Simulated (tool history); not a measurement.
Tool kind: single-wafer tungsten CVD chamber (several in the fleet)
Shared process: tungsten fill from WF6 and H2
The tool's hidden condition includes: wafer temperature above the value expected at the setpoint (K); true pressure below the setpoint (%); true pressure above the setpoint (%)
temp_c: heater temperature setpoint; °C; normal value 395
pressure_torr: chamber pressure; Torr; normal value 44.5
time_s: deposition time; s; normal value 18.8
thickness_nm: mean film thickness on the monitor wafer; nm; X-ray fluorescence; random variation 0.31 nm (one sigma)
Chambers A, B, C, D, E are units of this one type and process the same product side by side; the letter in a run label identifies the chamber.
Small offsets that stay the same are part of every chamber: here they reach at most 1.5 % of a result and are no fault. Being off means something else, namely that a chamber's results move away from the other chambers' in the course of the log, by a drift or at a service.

run	hour	temp_c	pressure_torr	time_s	hours since the last thermocouple change	hours since the last manometer calibration	read-back reference wafer on the same gauge, thickness_nm	thickness_nm
1B	4.3	395	44.5	18.8	753.5	1059.1	60.976	59.176
2A	9.4	395	44.5	18.8	183.6	672	60.977	59.58
3C	14.1	395	44.5	18.8	686.6	659.1	60.989	59.578
4D	19.7	395	44.5	18.8	1666.2	783.3	60.988	59.675
5E	27.4	395	44.5	18.8	1085.3	2047.1	61.038	60.26
6A	32.4	395	44.5	18.8	206.6	695	61.025	59.322
7D	40.3	395	44.5	18.8	1686.8	803.9	60.866	59.546
8B	47.1	395	44.5	18.8	796.3	1101.9	60.968	59.176
9C	55.3	395	44.5	18.8	727.8	700.3	61.05	59.796
10E	60.7	395	44.5	18.8	1118.6	2080.4	61.042	60.56
11A	65.8	395	44.5	18.8	240	728.4	60.968	59.095
12E	71.4	395	44.5	18.8	1129.3	2091.1	60.967	59.617
13B	76.3	395	44.5	18.8	825.5	1131.1	61.054	59.325
14D	80.2	395	44.5	18.8	1726.7	843.8	61.01	59.946
15C	83.8	395	44.5	18.8	756.3	728.8	60.993	59.404
16B	89.9	395	40.3	18.8	839.1	1144.7	61.071	57.123
# hour 91: chamber D: thermocouple changed; heater temperature recalibrated
# hour 92.5: chamber B: thermocouple changed; heater temperature recalibrated
17A	94.4	395	40.3	18.8	268.6	757	60.977	56.096
18D	102.3	395	40.3	18.8	11.4	865.9	60.958	58.933
19C	108	395	40.3	18.8	780.5	753	61.033	57.371
20E	116.3	395	40.3	18.8	1174.2	2136	61.032	58.059
21A	121.2	395	44.5	18.8	295.4	783.8	61.02	58.946
22C	125.2	395	44.5	18.8	797.7	770.2	61.06	59.901
23B	131.6	395	36.5	16.3	39.1	1186.4	61.014	46.184
24D	139.3	395	36.5	16.3	48.4	902.9	61.041	49.192
# hour 139.8: chamber B: capacitance manometer re-zeroed and calibrated
25E	147.3	395	36.5	16.3	1205.2	2167	60.885	47.344
26A	154.7	395	36.5	16.3	328.9	817.3	60.974	46.415
27B	159.5	395	36.5	16.3	67	19.7	60.992	46.773
28D	165.8	395	44.5	18.8	74.9	929.4	61.029	62.701
29E	171.5	388	44.5	18.8	1229.4	2191.2	60.98	52.648
30C	176.5	388	44.5	18.8	849	821.5	60.945	52.455

Read the log: is a single chamber off, either drifting away or since a service, is the gauge that measures every chamber drifting, or is nothing wrong beyond small per-chamber offsets? Name any odd chamber and what most likely caused it.

The work done on chamber D during a service left it standing apart from the others.
Cause: wafer temperature above the value expected at the setpoint (K) = 2.11.

Here are 4 candidates for chamber D's next run, each the usual settings with a change, their results left as question marks. Which one brings its results back in line with what the others give on the usual settings?
In line means no further than this from the other chambers' mean on the usual settings: thickness_nm 1.1 nm
31D-1	182.5	395	48.5	18.8				?
31D-2	182.5	393	44.5	18.8				?
31D-3	182.5	395	44.5	20.3				?
31D-4	182.5	391	43.4	18.8				?

Other chambers, usual settings, mean: thickness_nm 59.515 nm
run	thickness_nm
31D-1	64.318
31D-2	59.556
31D-3	66.825
31D-4	56.674
31D-2 brings the chamber back in line.

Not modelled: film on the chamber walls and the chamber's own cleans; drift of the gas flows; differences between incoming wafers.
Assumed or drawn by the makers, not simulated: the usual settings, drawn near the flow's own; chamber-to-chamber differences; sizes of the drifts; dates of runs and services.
